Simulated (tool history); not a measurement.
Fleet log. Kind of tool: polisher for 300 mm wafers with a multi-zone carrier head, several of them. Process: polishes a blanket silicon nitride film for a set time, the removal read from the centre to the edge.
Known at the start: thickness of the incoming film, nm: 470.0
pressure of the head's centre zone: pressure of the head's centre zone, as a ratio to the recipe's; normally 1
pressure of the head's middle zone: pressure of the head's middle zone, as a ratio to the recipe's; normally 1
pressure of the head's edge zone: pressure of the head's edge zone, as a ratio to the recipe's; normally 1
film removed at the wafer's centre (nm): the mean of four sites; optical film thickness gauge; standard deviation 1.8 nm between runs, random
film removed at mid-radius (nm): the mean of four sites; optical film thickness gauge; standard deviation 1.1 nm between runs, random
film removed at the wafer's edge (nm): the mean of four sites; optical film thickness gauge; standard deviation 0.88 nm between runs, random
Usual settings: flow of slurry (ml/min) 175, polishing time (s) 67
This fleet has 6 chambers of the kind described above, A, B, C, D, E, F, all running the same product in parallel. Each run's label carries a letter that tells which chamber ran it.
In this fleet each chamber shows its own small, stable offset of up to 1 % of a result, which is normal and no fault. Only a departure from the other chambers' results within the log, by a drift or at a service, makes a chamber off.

run   hour  flow of slurry (ml/min)  pressure of the head's centre zone  pressure of the head's middle zone  pressure of the head's edge zone  polishing time (s)  film removed at the wafer's centre (nm)  film removed at mid-radius (nm)  film removed at the wafer's edge (nm)
 1F      3                      175                                   1                                   1                                 1                  67                                    144.8                           145.26                                 144.31
 2B    8.5                      175                                   1                                   1                                 1                  67                                   144.75                           146.73                                  148.3
 3E   13.4                      175                                   1                                   1                                 1                  67                                   143.88                            146.3                                 146.88
      16.5  -- chamber A: worn pad replaced by a new one
 4C   17.4                      175                                   1                                   1                                 1                  67                                   148.37                           145.41                                 143.69
      17.5  -- chamber F: worn pad replaced by a new one
 5A   22.3                      175                                   1                                   1                                 1                  67                                   145.71                           144.64                                 148.61
      23.2  -- chamber C: worn pad replaced by a new one
 6D   26.7                      175                                   1                                   1                                 1                  67                                   148.13                           146.09                                 145.18
 7F   33.2                      175                                   1                                   1                                 1                  67                                    144.9                           145.64                                 144.55
      34.5  -- chamber E: worn pad replaced by a new one
 8C   36.2                      175                                   1                                   1                                 1                  67                                   144.88                           145.28                                  145.2
      39.6  -- chamber D: worn pad replaced by a new one
 9E   42.7                      175                                   1                                   1                                 1                  67                                   144.41                           144.96                                 146.17
      43.9  -- chamber B: slurry nozzle cleaned
10A   48.8                      175                                   1                                   1                                 1                  67                                    144.7                           145.43                                 146.22
11D     55                      175                                   1                                   1                                 1                  67                                   146.25                           148.41                                 142.82
      56.7  -- chamber B: worn pad replaced by a new one
12B   58.6                      175                                   1                                   1                                 1                  67                                   145.62                           146.45                                 148.17
13D   62.7                      175                                   1                                   1                                 1                  67                                   145.05                           145.38                                 143.75
14F   66.5                      175                                   1                                   1                                 1                  67                                   144.23                           146.39                                 144.67
      66.6  -- chamber C: worn pad replaced by a new one
15E   69.5                      175                                   1                                   1                                 1                  67                                   144.03                           146.45                                 145.93
16C   72.6                      175                                   1                                   1                                 1                  67                                   147.04                           144.64                                 144.64
      73.5  -- chamber D: slurry nozzle cleaned
17B   76.3                      175                                   1                                   1                                 1                  67                                   146.29                           148.24                                 146.57
      79.3  -- chamber B: centre zone pressure recalibrated
18A   81.6                      175                                   1                                   1                                 1                  67                                   147.56                           147.25                                  147.2
        84  -- chamber F: worn pad replaced by a new one
19C   86.1                      175                                   1                                   1                                 1                  67                                   147.47                           143.77                                 144.57
20A   89.2                      175                                   1                                   1                                 1                  67                                   144.26                           145.33                                 146.95
21D   95.1                      155                                   1                                0.93                                 1                  67                                   140.76                           134.16                                 142.32
22B  101.1                      155                                   1                                0.93                                 1                  67                                   126.28                           134.23                                 145.67
23F  104.5                      155                                   1                                0.93                                 1                  67                                   140.51                           134.53                                 143.15
24E  107.5                      155                                   1                                0.93                                 1                  67                                   141.27                           133.71                                 145.45
     108.3  -- chamber E: slurry nozzle cleaned
     109.3  -- chamber C: worn pad replaced by a new one
     112.2  -- chamber F: slurry nozzle cleaned
25A    113                      155                                   1                                0.93                                 1                  67                                   140.27                           133.73                                 144.91
     113.1  -- chamber A: worn pad replaced by a new one
26B  119.1                      155                                   1                                0.93                                 1                  67                                   123.48                           133.95                                 145.55
27F  123.9                      175                                   1                                   1                                 1                  67                                   148.21                            145.3                                 144.42
28D  130.4                      175                                   1                                   1                                 1                  67                                   147.38                           145.66                                 145.38
29C  136.8                      175                                   1                                   1                                 1                  67                                   144.81                           146.49                                 143.85
     139.8  -- chamber D: worn pad replaced by a new one
     141.1  -- chamber E: worn pad replaced by a new one
30E  142.9                      175                                   1                                   1                                 1                  67                                   142.59                           145.12                                 145.42
     147.6  -- chamber F: worn pad replaced by a new one
31D  148.1                      175                                   1                                   1                                 1                  67                                   149.25                           146.09                                 143.52
       150  -- chamber C: worn pad replaced by a new one
32B  153.9                      175                                   1                                   1                                 1                  67                                   129.71                           145.26                                 147.14
33A  157.6                      175                                   1                                   1                                 1                  67                                   140.75                           144.99                                 146.88
34F  160.9                      175                                   1                                   1                                 1                  67                                   141.26                           145.54                                 145.25
35E  165.2                      175                                   1                                   1                                 1                  67                                   146.73                              145                                 147.18
36C  171.7                      175                                   1                                 1.1                                 1                  67                                   143.78                           155.78                                 145.16
37F  177.5                      175                                   1                                 1.1                                 1                  67                                   147.58                           158.72                                 143.47
38A  182.6                      175                                   1                                 1.1                                 1                  67                                   144.62                           158.68                                 146.06
39C  187.9                      175                                   1                                 1.1                                 1                  67                                   141.64                           159.36                                 143.17

Has any chamber moved away from the others, gradually or after a service, or does the common gauge drift, or do the chambers differ only by their own small steady offsets? State the chamber and the most likely cause if one applies.

A service left chamber B off against the others.
What lies behind it: centre zone's pressure below its setpoint, % = 11.2.

Which of the 4 candidates below, each the usual settings with something changed and its results left as question marks, puts chamber B back in line with what the other chambers give on the usual settings?
Maximum distance from the other chambers' mean on the usual settings for a result to count as in line: film removed at the wafer's centre (nm) 6.4; film removed at mid-radius (nm) 3.7; film removed at the wafer's edge (nm) 3.1
40B-1  192.6                      185                                1.17                                0.97                              0.94                  68                                        ?                                ?                                      ?
40B-2  192.6                      165                                0.84                                1.03                              1.06                  66                                        ?                                ?                                      ?
40B-3  192.6                      185                                1.11                                0.98                              0.96                  68                                        ?                                ?                                      ?
40B-4  192.6                      170                                 0.9                                1.02                              1.03                  67                                        ?                                ?                                      ?

Mean of the other chambers on the usual settings: film removed at the wafer's centre (nm) 145.03; film removed at mid-radius (nm) 145.75; film removed at the wafer's edge (nm) 145.56
  run  film removed at the wafer's centre (nm)  film removed at mid-radius (nm)  film removed at the wafer's edge (nm)
40B-1                                   155.54                           145.64                                 145.05
40B-2                                   102.17                           146.71                                  147.9
40B-3                                   146.81                           147.04                                 146.63
40B-4                                   112.79                           148.33                                  148.4
The answer is 40B-3, which returns the chamber to within the allowed miss of the others.
